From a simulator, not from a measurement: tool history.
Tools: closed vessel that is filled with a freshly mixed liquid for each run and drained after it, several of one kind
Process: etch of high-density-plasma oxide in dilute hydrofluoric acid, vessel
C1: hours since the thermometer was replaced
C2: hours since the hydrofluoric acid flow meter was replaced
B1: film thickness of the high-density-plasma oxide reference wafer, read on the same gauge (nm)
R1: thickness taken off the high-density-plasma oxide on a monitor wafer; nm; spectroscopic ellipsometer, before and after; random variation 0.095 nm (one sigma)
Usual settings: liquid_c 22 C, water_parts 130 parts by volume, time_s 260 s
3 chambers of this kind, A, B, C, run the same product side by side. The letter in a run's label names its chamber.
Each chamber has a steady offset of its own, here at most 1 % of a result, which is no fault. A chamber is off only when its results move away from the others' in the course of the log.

run 1B hour=11 | liquid_c=22 water_parts=130 time_s=260 | C1=689.4 C2=92.3 | B1=100 | R1=14.248
run 2C hour=18.3 | liquid_c=22 water_parts=130 time_s=260 | C1=1469.5 C2=1693.8 | B1=100.01 | R1=14.475
run 3A hour=30.2 | liquid_c=22 water_parts=130 time_s=260 | C1=1261.9 C2=599.3 | B1=100.01 | R1=14.347
run 4A hour=39.5 | liquid_c=22 water_parts=130 time_s=260 | C1=1271.2 C2=608.6 | B1=99.99 | R1=14.372
run 5C hour=49 | liquid_c=22 water_parts=130 time_s=260 | C1=1500.2 C2=1724.5 | B1=100.01 | R1=14.378
-- hour=55.2 chamber A: hydrofluoric acid flow meter replaced
run 6B hour=60.2 | liquid_c=22 water_parts=130 time_s=260 | C1=738.6 C2=141.5 | B1=99.994 | R1=14.279
run 7C hour=67.9 | liquid_c=22 water_parts=130 time_s=345 | C1=1519.1 C2=1743.4 | B1=100.01 | R1=18.962
run 8A hour=79.6 | liquid_c=22 water_parts=130 time_s=345 | C1=1311.3 C2=24.4 | B1=99.989 | R1=18.929
run 9B hour=88.9 | liquid_c=22 water_parts=130 time_s=345 | C1=767.3 C2=170.2 | B1=99.997 | R1=18.903
run 10C hour=102.3 | liquid_c=22 water_parts=130 time_s=260 | C1=1553.5 C2=1777.8 | B1=100.02 | R1=14.307
run 11A hour=110.5 | liquid_c=22 water_parts=130 time_s=260 | C1=1342.2 C2=55.3 | B1=100.01 | R1=14.255
run 12B hour=122.6 | liquid_c=22 water_parts=130 time_s=260 | C1=801 C2=203.9 | B1=99.989 | R1=14.229
run 13B hour=135.9 | liquid_c=22 water_parts=130 time_s=340 | C1=814.3 C2=217.2 | B1=99.995 | R1=18.766
run 14A hour=143.3 | liquid_c=22 water_parts=130 time_s=340 | C1=1375 C2=88.1 | B1=99.99 | R1=18.673
run 15C hour=154.9 | liquid_c=22 water_parts=130 time_s=340 | C1=1606.1 C2=1830.4 | B1=99.999 | R1=18.839
run 16B hour=163.7 | liquid_c=22 water_parts=95 time_s=380 | C1=842.1 C2=245 | B1=99.996 | R1=30.409
run 17A hour=178.1 | liquid_c=22 water_parts=95 time_s=380 | C1=1409.8 C2=122.9 | B1=100 | R1=29.659
run 18C hour=184.6 | liquid_c=22 water_parts=95 time_s=380 | C1=1635.8 C2=1860.1 | B1=100 | R1=29.816
run 19B hour=198.5 | liquid_c=22 water_parts=130 time_s=260 | C1=876.9 C2=279.8 | B1=100.01 | R1=14.805
run 20C hour=208.3 | liquid_c=22 water_parts=130 time_s=260 | C1=1659.5 C2=1883.8 | B1=100.01 | R1=14.203
run 21A hour=216.3 | liquid_c=22 water_parts=130 time_s=260 | C1=1448 C2=161.1 | B1=100.02 | R1=14.421
run 22A hour=226.5 | liquid_c=22 water_parts=130 time_s=260 | C1=1458.2 C2=171.3 | B1=99.999 | R1=14.259
run 23B hour=239.2 | liquid_c=22 water_parts=130 time_s=260 | C1=917.6 C2=320.5 | B1=100.01 | R1=14.869
run 24C hour=248.4 | liquid_c=22 water_parts=130 time_s=260 | C1=1699.6 C2=1923.9 | B1=99.994 | R1=14.387
run 25C hour=260.7 | liquid_c=22 water_parts=130 time_s=260 | C1=1711.9 C2=1936.2 | B1=100.01 | R1=14.188
run 26A hour=270.7 | liquid_c=22 water_parts=130 time_s=260 | C1=1502.4 C2=215.5 | B1=100.01 | R1=14.311
run 27B hour=280.9 | liquid_c=19 water_parts=130 time_s=260 | C1=959.3 C2=362.2 | B1=99.985 | R1=13.393
run 28B hour=290.4 | liquid_c=19 water_parts=130 time_s=260 | C1=968.8 C2=371.7 | B1=100.01 | R1=13.426
run 29A hour=303.4 | liquid_c=19 water_parts=130 time_s=260 | C1=1535.1 C2=248.2 | B1=99.982 | R1=12.641
run 30C hour=311.8 | liquid_c=22 water_parts=130 time_s=260 | C1=1763 C2=1987.3 | B1=99.993 | R1=14.391
run 31C hour=319.6 | liquid_c=22 water_parts=130 time_s=260 | C1=1770.8 C2=1995.1 | B1=100.01 | R1=14.283

Next, every chamber runs the same settings. What will each give?
run 32A hour=330.2 | liquid_c=22 water_parts=130 time_s=355 | R1=?
run 32B hour=330.2 | liquid_c=22 water_parts=130 time_s=355 | R1=?
run 32C hour=330.2 | liquid_c=22 water_parts=130 time_s=355 | R1=?

run=32A R1=19.632
run=32B R1=21.028
run=32C R1=19.271

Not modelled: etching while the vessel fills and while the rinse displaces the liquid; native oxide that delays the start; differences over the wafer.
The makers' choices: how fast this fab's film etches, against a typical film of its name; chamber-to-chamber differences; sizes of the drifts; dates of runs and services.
